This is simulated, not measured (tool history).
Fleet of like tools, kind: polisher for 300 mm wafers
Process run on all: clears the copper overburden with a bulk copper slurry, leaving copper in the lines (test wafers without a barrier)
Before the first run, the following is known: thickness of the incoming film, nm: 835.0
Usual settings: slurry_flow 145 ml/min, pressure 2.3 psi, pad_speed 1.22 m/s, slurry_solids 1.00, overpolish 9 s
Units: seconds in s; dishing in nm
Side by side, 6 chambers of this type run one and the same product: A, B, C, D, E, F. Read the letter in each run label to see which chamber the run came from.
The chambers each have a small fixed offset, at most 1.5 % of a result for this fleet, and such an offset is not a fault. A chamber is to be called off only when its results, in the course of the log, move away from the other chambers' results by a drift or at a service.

run,hour,slurry_flow,pressure,pad_speed,slurry_solids,overpolish,wafers polished on this pad,hours since the slurry nozzle was cleaned,hours since the head pressure was calibrated,hours since the slurry blender was calibrated,seconds,dishing
# hour 6.8: chamber D: worn pad replaced by a new one
1F,8.6,145,2.3,1.22,1.00,9,457,14.3,634.0,459.0,79.890,56.156
2A,22.2,145,2.3,1.22,1.00,9,297,801.2,410.4,113.0,82.879,57.948
3E,30.1,145,2.3,1.22,1.00,9,357,91.8,197.1,159.5,80.445,59.287
4C,40.3,145,2.3,1.22,1.00,9,391,365.5,499.9,327.6,79.210,57.873
# hour 46.9: chamber C: head pressure recalibrated
5B,51.0,145,2.3,1.22,1.00,9,570,279.1,814.1,251.4,79.532,56.828
# hour 61.5: chamber F: slurry blender recalibrated
6D,62.8,145,2.3,1.22,1.15,9,518,243.8,764.1,181.7,78.091,57.923
# hour 74.6: chamber D: slurry blender recalibrated
7C,78.3,145,2.3,1.22,1.15,9,742,403.5,31.4,365.6,77.759,59.664
# hour 88.6: chamber B: slurry blender recalibrated
# hour 89.9: chamber C: worn pad replaced by a new one
# hour 90.2: chamber E: slurry blender recalibrated
# hour 90.9: chamber A: slurry nozzle cleaned
8B,91.0,145,2.3,1.22,1.15,9,940,319.1,854.1,2.4,78.861,59.300
# hour 93.6: chamber B: worn pad replaced by a new one
# hour 103.3: chamber E: worn pad replaced by a new one
# hour 103.5: chamber F: worn pad replaced by a new one
9F,106.4,145,2.3,1.22,1.15,9,27,112.1,731.8,45.0,77.069,58.669
# hour 108.9: chamber D: worn pad replaced by a new one
10E,116.7,145,2.3,1.22,1.15,9,124,178.4,283.7,26.5,77.926,58.951
# hour 127.2: chamber A: worn pad replaced by a new one
11A,128.4,145,2.3,1.22,1.15,9,11,37.6,516.6,219.2,78.349,58.923
# hour 130.2: chamber D: head pressure recalibrated
# hour 131.2: chamber C: slurry blender recalibrated
12D,144.3,145,2.3,1.22,1.00,9,328,325.3,14.2,69.8,80.597,55.394
# hour 149.3: chamber A: head pressure recalibrated
13F,154.5,145,2.3,1.22,1.00,9,472,160.2,779.9,93.1,80.298,56.794
14A,166.5,145,2.3,1.22,1.00,9,363,75.7,17.2,257.3,81.283,55.730
15D,180.0,145,2.8,1.22,1.00,9,658,361.0,49.9,105.5,65.587,67.752
# hour 180.5: chamber B: worn pad replaced by a new one
# hour 183.6: chamber C: worn pad replaced by a new one
16E,195.8,145,2.8,1.22,1.00,9,857,257.5,362.8,105.6,66.042,65.836
# hour 199.6: chamber A: slurry blender recalibrated
# hour 203.8: chamber D: worn pad replaced by a new one
17C,205.9,145,2.8,1.22,1.00,9,207,531.1,159.0,74.7,66.442,67.122
18B,221.9,145,2.8,1.22,1.00,9,383,450.0,985.0,133.3,66.117,68.040
# hour 228.4: chamber E: worn pad replaced by a new one
19C,234.2,145,2.8,1.22,1.00,9,469,559.4,187.3,103.0,65.901,66.161
# hour 241.4: chamber A: worn pad replaced by a new one
20F,248.9,145,2.8,1.22,1.00,9,1346,254.6,874.3,187.5,68.781,68.526
# hour 250.8: chamber D: slurry blender recalibrated
21A,258.4,145,2.3,1.22,1.00,9,157,167.6,109.1,58.8,80.789,57.600
22E,266.0,145,2.3,1.22,1.00,9,348,327.7,433.0,175.8,78.861,56.887
# hour 270.6: chamber C: worn pad replaced by a new one
# hour 272.3: chamber B: worn pad replaced by a new one
# hour 274.4: chamber F: worn pad replaced by a new one
# hour 276.5: chamber B: head pressure recalibrated
23B,278.4,170,2.3,0.96,1.00,9,57,506.5,1.9,189.8,98.647,48.500
# hour 285.0: chamber D: worn pad replaced by a new one
# hour 287.1: chamber E: head pressure recalibrated
24D,288.7,170,2.3,0.96,1.00,9,35,469.7,158.6,38.0,99.702,48.892
25E,303.6,170,2.3,0.96,1.00,9,696,365.3,16.6,213.4,111.530,44.824
# hour 303.7: chamber E: slurry blender recalibrated
26B,317.1,170,2.3,0.96,1.00,9,415,545.2,40.6,228.5,95.108,47.850
27C,326.0,170,2.3,0.96,1.00,9,513,651.2,279.1,194.8,100.260,49.180
# hour 330.1: chamber E: worn pad replaced by a new one
28A,341.6,170,2.3,0.96,1.00,9,928,250.8,192.3,142.0,99.819,46.705
29D,349.6,145,2.3,1.22,0.75,9,598,530.6,219.5,98.9,84.669,54.847
# hour 355.1: chamber C: slurry nozzle cleaned
# hour 357.3: chamber A: worn pad replaced by a new one
# hour 361.9: chamber B: worn pad replaced by a new one
30F,365.7,145,2.3,1.22,0.75,9,845,371.4,991.1,304.3,87.019,54.614
# hour 369.5: chamber B: slurry blender recalibrated
# hour 371.6: chamber C: worn pad replaced by a new one
# hour 376.8: chamber D: worn pad replaced by a new one
31A,377.3,145,2.3,1.22,0.75,9,186,286.5,228.0,177.7,87.143,53.899
# hour 386.3: chamber B: slurry nozzle cleaned
32C,389.1,145,2.3,1.22,0.75,9,162,34.0,342.2,257.9,85.773,54.114
33B,402.3,145,2.3,1.22,0.75,9,374,16.1,125.8,32.8,83.653,54.697
34D,410.5,145,2.3,1.22,0.75,9,312,591.5,280.4,159.8,84.226,55.666
35F,419.9,145,2.3,1.22,1.00,9,1347,425.6,1045.3,358.5,81.773,55.951
36E,431.2,145,2.3,1.22,1.00,9,936,492.9,144.2,127.5,92.193,52.045
# hour 442.4: chamber D: slurry blender recalibrated
37F,443.5,145,2.3,1.22,1.00,9,1566,449.2,1068.9,382.1,81.095,56.859
38C,451.4,145,2.3,1.22,1.00,9,739,96.3,404.5,320.2,80.327,56.517
# hour 459.0: chamber B: worn pad replaced by a new one
39B,460.5,145,2.3,1.22,1.00,9,14,74.3,184.0,91.0,78.415,57.696
40D,476.6,145,2.3,1.22,1.00,9,924,657.6,346.5,34.3,80.888,56.494

Decide between three cases: one chamber stands off from its peers, the gauge reading all wafers drifts, or nothing is wrong past each chamber's small offset. Where a chamber is off, say which and what most likely put it there.

A service on chamber E put it out of line with the rest.
Likeliest cause: head's pressure below its setpoint, % = 10.4.

Chamber E could run next with any of the 4 candidate recipes listed below; each alters the usual settings, and their results appear as question marks. Which one brings its results back in line with what the other chambers deliver on the usual settings?
In-line tolerance around the mean of the other chambers on the usual settings: seconds 3.600 s; dishing 3.500 nm
41E-1,488.6,145,2.3,1.20,1.00,9,,,,,?,?
41E-2,488.6,145,2.3,1.24,1.00,9,,,,,?,?
41E-3,488.6,145,2.2,1.16,1.00,9,,,,,?,?
41E-4,488.6,145,2.4,1.30,1.00,9,,,,,?,?

Mean of the other chambers on the usual settings: seconds 80.410 s; dishing 56.900 nm
run,seconds,dishing
41E-1,91.161,51.259
41E-2,88.197,52.558
41E-3,98.600,48.072
41E-4,80.606,56.435
With 41E-4, the chamber falls back in line with the rest.
